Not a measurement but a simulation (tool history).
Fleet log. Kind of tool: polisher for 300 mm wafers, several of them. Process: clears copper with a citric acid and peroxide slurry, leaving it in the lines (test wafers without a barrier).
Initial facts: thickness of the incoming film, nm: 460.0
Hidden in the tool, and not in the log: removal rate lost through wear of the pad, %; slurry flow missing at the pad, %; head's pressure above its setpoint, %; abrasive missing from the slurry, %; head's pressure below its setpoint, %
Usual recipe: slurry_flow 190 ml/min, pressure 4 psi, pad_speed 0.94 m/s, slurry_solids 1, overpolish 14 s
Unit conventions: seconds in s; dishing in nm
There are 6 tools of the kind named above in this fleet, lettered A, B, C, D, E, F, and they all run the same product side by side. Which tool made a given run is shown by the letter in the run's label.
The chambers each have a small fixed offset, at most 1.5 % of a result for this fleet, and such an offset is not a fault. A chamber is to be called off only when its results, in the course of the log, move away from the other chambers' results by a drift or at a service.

| run | hour | slurry_flow | pressure | pad_speed | slurry_solids | overpolish | wafers polished on this pad | hours since the slurry nozzle was cleaned | hours since the head pressure was calibrated | hours since the slurry blender was calibrated | seconds | dishing |
|---|---|---|---|---|---|---|---|---|---|---|---|---|
|  | 4.9 | chamber C: slurry blender recalibrated |
| 1C | 8.6 | 190 | 4 | 0.94 | 1 | 14 | 1075 | 164 | 590.3 | 3.7 | 169.67 | 10.659 |
|  | 10.5 | chamber F: worn pad replaced by a new one |
|  | 13 | chamber C: worn pad replaced by a new one |
| 2A | 14.8 | 190 | 4 | 0.94 | 1 | 14 | 760 | 373.9 | 323.9 | 43.7 | 172.28 | 10.474 |
|  | 19 | chamber E: slurry blender recalibrated |
|  | 23.6 | chamber D: worn pad replaced by a new one |
| 3F | 26.6 | 190 | 4 | 0.94 | 1 | 14 | 134 | 226.1 | 683.5 | 119.8 | 172.14 | 10.586 |
| 4D | 38.7 | 190 | 4 | 0.94 | 1 | 14 | 126 | 45.7 | 309.7 | 193.5 | 168.88 | 10.608 |
| 5E | 49.6 | 190 | 4 | 0.94 | 1 | 14 | 761 | 291.6 | 1450.4 | 30.7 | 173.32 | 10.813 |
|  | 51.6 | chamber C: slurry nozzle cleaned |
|  | 58.6 | chamber D: head pressure recalibrated |
| 6B | 60.8 | 190 | 4 | 0.94 | 1 | 14 | 815 | 872.1 | 483.5 | 182.6 | 171.21 | 10.689 |
|  | 64.1 | chamber F: slurry nozzle cleaned |
|  | 66.2 | chamber A: worn pad replaced by a new one |
| 7D | 68.3 | 190 | 4 | 0.94 | 1 | 14 | 372 | 75.3 | 9.7 | 223.1 | 170.76 | 10.63 |
|  | 73.8 | chamber B: worn pad replaced by a new one |
|  | 74.3 | chamber F: head pressure recalibrated |
|  | 78.7 | chamber B: slurry nozzle cleaned |
|  | 79.5 | chamber E: head pressure recalibrated |
| 8E | 79.6 | 190 | 4 | 0.94 | 1 | 14 | 1011 | 321.6 | 0.1 | 60.7 | 173.56 | 10.359 |
|  | 84.2 | chamber E: worn pad replaced by a new one |
| 9B | 84.8 | 190 | 4 | 0.94 | 1 | 14 | 92 | 6.2 | 507.5 | 206.6 | 170.85 | 10.157 |
| 10F | 96.3 | 190 | 4 | 0.94 | 1 | 14 | 714 | 32.2 | 22 | 189.5 | 174.38 | 10.729 |
|  | 102.4 | chamber D: slurry blender recalibrated |
| 11C | 104.8 | 190 | 4 | 0.94 | 1 | 14 | 765 | 53.3 | 686.5 | 99.9 | 168.89 | 10.439 |
| 12A | 113.8 | 190 | 4 | 0.94 | 1 | 14 | 396 | 472.9 | 422.9 | 142.7 | 169.25 | 10.634 |
|  | 118.3 | chamber D: worn pad replaced by a new one |
| 13E | 124.1 | 190 | 4 | 0.94 | 1 | 14 | 332 | 366.1 | 44.6 | 105.2 | 171.02 | 10.601 |
| 14B | 134.9 | 190 | 4 | 0.94 | 1 | 14 | 509 | 56.3 | 557.6 | 256.7 | 167.06 | 10.747 |
|  | 138.4 | chamber E: slurry nozzle cleaned |
| 15F | 142.8 | 190 | 4 | 0.94 | 1 | 14 | 1102 | 78.7 | 68.5 | 236 | 171.9 | 10.48 |
| 16C | 148.9 | 190 | 4 | 0.94 | 1 | 14 | 1133 | 97.4 | 730.6 | 144 | 170.88 | 10.82 |
|  | 150.7 | chamber C: worn pad replaced by a new one |
| 17D | 160.3 | 190 | 4 | 0.94 | 1 | 14 | 350 | 167.3 | 101.7 | 58 | 168.21 | 10.518 |
| 18A | 166.4 | 190 | 4 | 0.94 | 1 | 14 | 835 | 525.5 | 475.5 | 195.3 | 168.93 | 10.678 |
|  | 170.3 | chamber F: slurry blender recalibrated |
| 19B | 176.1 | 190 | 4 | 0.94 | 1 | 14 | 852 | 97.5 | 598.8 | 297.9 | 171 | 10.467 |
|  | 176.5 | chamber B: slurry blender recalibrated |
|  | 181.5 | chamber B: worn pad replaced by a new one |
|  | 187.1 | chamber F: worn pad replaced by a new one |
| 20F | 187.5 | 190 | 4 | 0.94 | 1 | 14 | 3 | 123.4 | 113.2 | 17.3 | 171.88 | 10.557 |
|  | 196.3 | chamber D: worn pad replaced by a new one |
| 21E | 198.8 | 190 | 4 | 0.94 | 1 | 14 | 955 | 60.5 | 119.3 | 179.9 | 170.72 | 10.933 |
| 22A | 206.2 | 190 | 4 | 0.94 | 1 | 14 | 1166 | 565.3 | 515.3 | 235.1 | 171.67 | 10.546 |
|  | 206.4 | chamber A: worn pad replaced by a new one |
| 23C | 212.6 | 190 | 4 | 0.94 | 1 | 14 | 516 | 161.1 | 794.3 | 207.7 | 168.51 | 10.557 |
|  | 215.4 | chamber B: head pressure recalibrated |
| 24D | 222.4 | 190 | 4 | 0.94 | 1 | 14 | 217 | 229.4 | 163.8 | 120.1 | 169.87 | 10.614 |
|  | 228.1 | chamber E: worn pad replaced by a new one |
| 25E | 232.7 | 190 | 4 | 0.94 | 1 | 14 | 38 | 94.4 | 153.2 | 213.8 | 169.2 | 10.632 |
| 26C | 240.5 | 235 | 4 | 0.94 | 1 | 10 | 748 | 189 | 822.2 | 235.6 | 162.6 | 9.8047 |
|  | 243.5 | chamber E: slurry blender recalibrated |
| 27B | 251.1 | 235 | 4 | 0.94 | 1 | 10 | 580 | 172.5 | 35.7 | 74.7 | 166.42 | 9.7588 |
|  | 261.7 | chamber C: worn pad replaced by a new one |
| 28A | 261.8 | 235 | 4 | 0.94 | 1 | 10 | 462 | 620.9 | 570.9 | 290.7 | 167.93 | 9.7069 |
| 29D | 272.2 | 235 | 4 | 0.94 | 1 | 10 | 632 | 279.2 | 213.6 | 169.9 | 164.71 | 9.7807 |
| 30F | 277.6 | 235 | 4 | 0.94 | 1 | 10 | 754 | 213.5 | 203.3 | 107.4 | 165.97 | 9.8293 |
| 31E | 285.7 | 235 | 4 | 0.94 | 1 | 10 | 480 | 147.4 | 206.2 | 42.2 | 165.59 | 9.7797 |
|  | 288.4 | chamber D: worn pad replaced by a new one |
| 32A | 291.1 | 190 | 4 | 0.94 | 1 | 14 | 706 | 650.2 | 600.2 | 320 | 171.3 | 10.493 |
|  | 295.4 | chamber B: worn pad replaced by a new one |
| 33F | 299.1 | 190 | 4 | 0.94 | 1 | 14 | 933 | 235 | 224.8 | 128.9 | 177.35 | 10.706 |
|  | 299.3 | chamber C: slurry blender recalibrated |
|  | 305.8 | chamber C: slurry nozzle cleaned |
| 34D | 305.8 | 190 | 4 | 0.94 | 1 | 14 | 145 | 312.8 | 247.2 | 203.5 | 170.6 | 10.692 |
| 35C | 311.4 | 190 | 4 | 0.94 | 1 | 14 | 414 | 5.6 | 893.1 | 12.2 | 172.35 | 10.678 |
| 36B | 318 | 190 | 4 | 0.94 | 1 | 14 | 188 | 239.4 | 102.6 | 141.6 | 172.3 | 10.672 |
| 37B | 327.2 | 190 | 4 | 0.94 | 1 | 14 | 265 | 248.6 | 111.8 | 150.8 | 168.82 | 10.766 |
| 38D | 337 | 190 | 4 | 0.94 | 1 | 14 | 405 | 344 | 278.4 | 234.7 | 167.06 | 10.707 |
| 39E | 343.3 | 190 | 4 | 0.94 | 1 | 14 | 960 | 205 | 263.8 | 99.8 | 171.14 | 10.325 |

Does one chamber stand apart from the rest, does the shared gauge drift, or is all well apart from small per-chamber offsets? Give the chamber and the most likely cause, where there is one.

Beyond each chamber's small constant offset nothing stands out, and the gauge stays steady.
